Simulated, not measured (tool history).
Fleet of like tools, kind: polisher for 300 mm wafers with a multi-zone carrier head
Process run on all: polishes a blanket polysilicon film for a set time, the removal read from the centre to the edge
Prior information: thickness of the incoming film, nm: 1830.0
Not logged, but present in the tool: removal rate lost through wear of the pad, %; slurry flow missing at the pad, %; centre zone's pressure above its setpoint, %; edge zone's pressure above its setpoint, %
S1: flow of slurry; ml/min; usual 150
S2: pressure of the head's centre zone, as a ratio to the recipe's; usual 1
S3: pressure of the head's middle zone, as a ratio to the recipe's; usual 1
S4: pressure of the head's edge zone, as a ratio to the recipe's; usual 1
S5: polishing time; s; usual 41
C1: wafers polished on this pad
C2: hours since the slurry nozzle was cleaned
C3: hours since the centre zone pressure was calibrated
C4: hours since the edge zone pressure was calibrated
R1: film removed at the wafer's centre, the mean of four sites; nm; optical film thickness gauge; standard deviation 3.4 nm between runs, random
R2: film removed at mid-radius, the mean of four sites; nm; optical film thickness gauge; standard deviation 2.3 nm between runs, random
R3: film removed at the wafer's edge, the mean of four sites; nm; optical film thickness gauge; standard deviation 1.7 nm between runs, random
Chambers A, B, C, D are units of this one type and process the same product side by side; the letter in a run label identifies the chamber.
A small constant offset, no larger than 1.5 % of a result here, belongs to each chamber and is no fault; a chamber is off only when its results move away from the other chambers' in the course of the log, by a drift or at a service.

| run | hour | S1 | S2 | S3 | S4 | S5 | C1 | C2 | C3 | C4 | R1 | R2 | R3 |
|---|---|---|---|---|---|---|---|---|---|---|---|---|---|
|  | 10 | chamber A: worn pad replaced by a new one |
| 1C | 12.6 | 150 | 1 | 1 | 1 | 41 | 340 | 279.7 | 251.4 | 494.6 | 229.94 | 229.9 | 229.96 |
|  | 15.6 | chamber D: worn pad replaced by a new one |
| 2B | 19.8 | 150 | 1 | 1 | 1 | 41 | 1081 | 373.4 | 460.2 | 706.2 | 232.76 | 235.48 | 231 |
| 3D | 30.6 | 150 | 1 | 1 | 1 | 41 | 165 | 460.3 | 324.8 | 177.6 | 231.56 | 231.74 | 230.9 |
| 4A | 45.4 | 150 | 1 | 1 | 1 | 41 | 388 | 191.3 | 647.4 | 811.3 | 231.17 | 232.73 | 231.75 |
| 5C | 52.4 | 150 | 1 | 1 | 1 | 41 | 775 | 319.5 | 291.2 | 534.4 | 226.94 | 230.8 | 227.43 |
|  | 55.4 | chamber C: worn pad replaced by a new one |
| 6A | 65.2 | 150 | 1 | 1 | 1 | 41 | 604 | 211.1 | 667.2 | 831.1 | 232.33 | 231.95 | 231.32 |
|  | 66.5 | chamber B: worn pad replaced by a new one |
| 7D | 77.8 | 150 | 1 | 1 | 1 | 41 | 681 | 507.5 | 372 | 224.8 | 230.63 | 233.92 | 234.68 |
| 8B | 85 | 150 | 1 | 1 | 1 | 41 | 203 | 438.6 | 525.4 | 771.4 | 239.21 | 231.31 | 233.16 |
|  | 88.7 | chamber D: worn pad replaced by a new one |
| 9C | 94.2 | 150 | 1 | 1 | 1 | 41 | 424 | 361.3 | 333 | 576.2 | 226.37 | 231.64 | 229.22 |
|  | 99.9 | chamber A: worn pad replaced by a new one |
| 10D | 106.2 | 150 | 1 | 1 | 1 | 41 | 192 | 535.9 | 400.4 | 253.2 | 231.44 | 230.85 | 232.84 |
| 11B | 112.9 | 150 | 1 | 1 | 1 | 41 | 508 | 466.5 | 553.3 | 799.3 | 242.4 | 232.83 | 234.99 |
|  | 123 | chamber C: worn pad replaced by a new one |
| 12A | 124.7 | 150 | 1 | 1 | 1 | 41 | 272 | 270.6 | 726.7 | 890.6 | 238.9 | 231.18 | 230.71 |
| 13D | 132.6 | 150 | 1 | 1 | 1 | 41 | 481 | 562.3 | 426.8 | 279.6 | 226.64 | 231.29 | 229.81 |
| 14A | 142.8 | 150 | 1 | 1 | 1 | 41 | 470 | 288.7 | 744.8 | 908.7 | 237 | 231.81 | 232.35 |
| 15B | 156.6 | 150 | 1 | 1 | 1 | 41 | 987 | 510.2 | 597 | 843 | 231.9 | 234.17 | 233.03 |
|  | 161.4 | chamber B: edge zone pressure recalibrated |
|  | 163.9 | chamber D: worn pad replaced by a new one |
| 16C | 168.1 | 150 | 1 | 1 | 1 | 41 | 493 | 435.2 | 406.9 | 650.1 | 227.33 | 231.36 | 227.33 |
| 17D | 176.5 | 150 | 1 | 1 | 1 | 41 | 138 | 606.2 | 470.7 | 323.5 | 224.74 | 226.68 | 229.67 |
|  | 187.9 | chamber B: worn pad replaced by a new one |
| 18A | 188.2 | 150 | 1 | 1 | 1 | 41 | 967 | 334.1 | 790.2 | 954.1 | 228.95 | 230.29 | 229.57 |
|  | 190.3 | chamber A: worn pad replaced by a new one |
|  | 192.6 | chamber C: worn pad replaced by a new one |
| 19C | 201.8 | 130 | 1 | 1 | 1 | 41 | 100 | 468.9 | 440.6 | 683.8 | 225.01 | 226.71 | 226.84 |
|  | 202.5 | chamber D: edge zone pressure recalibrated |
| 20B | 212.4 | 130 | 1 | 1 | 1 | 41 | 268 | 566 | 652.8 | 51.1 | 228.32 | 226.66 | 230.32 |
|  | 216.1 | chamber C: edge zone pressure recalibrated |
| 21A | 222.4 | 130 | 1 | 1 | 1 | 41 | 351 | 368.3 | 824.4 | 988.3 | 226.77 | 227.57 | 226.38 |
| 22D | 229.2 | 130 | 1 | 1 | 1 | 41 | 715 | 658.9 | 523.4 | 26.7 | 210.23 | 213.17 | 222.14 |
|  | 237.7 | chamber D: worn pad replaced by a new one |
| 23C | 237.8 | 120 | 1 | 1 | 1 | 41 | 494 | 504.9 | 476.6 | 21.7 | 217.95 | 218.47 | 221.36 |
| 24B | 251.7 | 120 | 1 | 1 | 1 | 41 | 698 | 605.3 | 692.1 | 90.4 | 229.09 | 222.1 | 227.21 |
|  | 254.6 | chamber C: centre zone pressure recalibrated |
| 25B | 258.4 | 120 | 1 | 1 | 1 | 41 | 771 | 612 | 698.8 | 97.1 | 229.81 | 225.43 | 223.57 |
|  | 269.7 | chamber C: worn pad replaced by a new one |
| 26A | 271.1 | 120 | 1 | 1 | 1 | 41 | 884 | 417 | 873.1 | 1037 | 224.74 | 221.99 | 225.91 |
| 27C | 283.4 | 150 | 1 | 1 | 1 | 41 | 150 | 550.5 | 28.8 | 67.3 | 231.89 | 230.63 | 229.05 |
|  | 288.6 | chamber A: worn pad replaced by a new one |
|  | 293 | chamber C: slurry nozzle cleaned |
|  | 295.2 | chamber D: worn pad replaced by a new one |
| 28D | 295.8 | 135 | 1 | 1 | 1 | 41 | 6 | 725.5 | 590 | 93.3 | 213.35 | 209.1 | 218.68 |
| 29A | 306.6 | 135 | 1 | 1 | 1 | 41 | 197 | 452.5 | 908.6 | 1072.5 | 228.43 | 224.96 | 228.29 |
|  | 308.6 | chamber B: worn pad replaced by a new one |
| 30C | 321.1 | 135 | 1 | 1 | 1 | 41 | 562 | 28.1 | 66.5 | 105 | 228.97 | 222.31 | 228.92 |
| 31B | 329.2 | 135 | 1 | 1 | 1 | 41 | 226 | 682.8 | 769.6 | 167.9 | 230.6 | 229.71 | 228.65 |

Next, every chamber runs the same settings. What will each give?
| 32A | 339.9 | 150 | 1 | 1 | 1 | 50 |  |  |  |  | ? | ? | ? |
| 32B | 339.9 | 150 | 1 | 1 | 1 | 50 |  |  |  |  | ? | ? | ? |
| 32C | 339.9 | 150 | 1 | 1 | 1 | 50 |  |  |  |  | ? | ? | ? |
| 32D | 339.9 | 150 | 1 | 1 | 1 | 50 |  |  |  |  | ? | ? | ? |

| run | R1 | R2 | R3 |
|---|---|---|---|
| 32A | 288.63 | 282.43 | 284.66 |
| 32B | 282.41 | 281.39 | 286.74 |
| 32C | 281.8 | 282.93 | 280.57 |
| 32D | 249.79 | 255.23 | 268.59 |
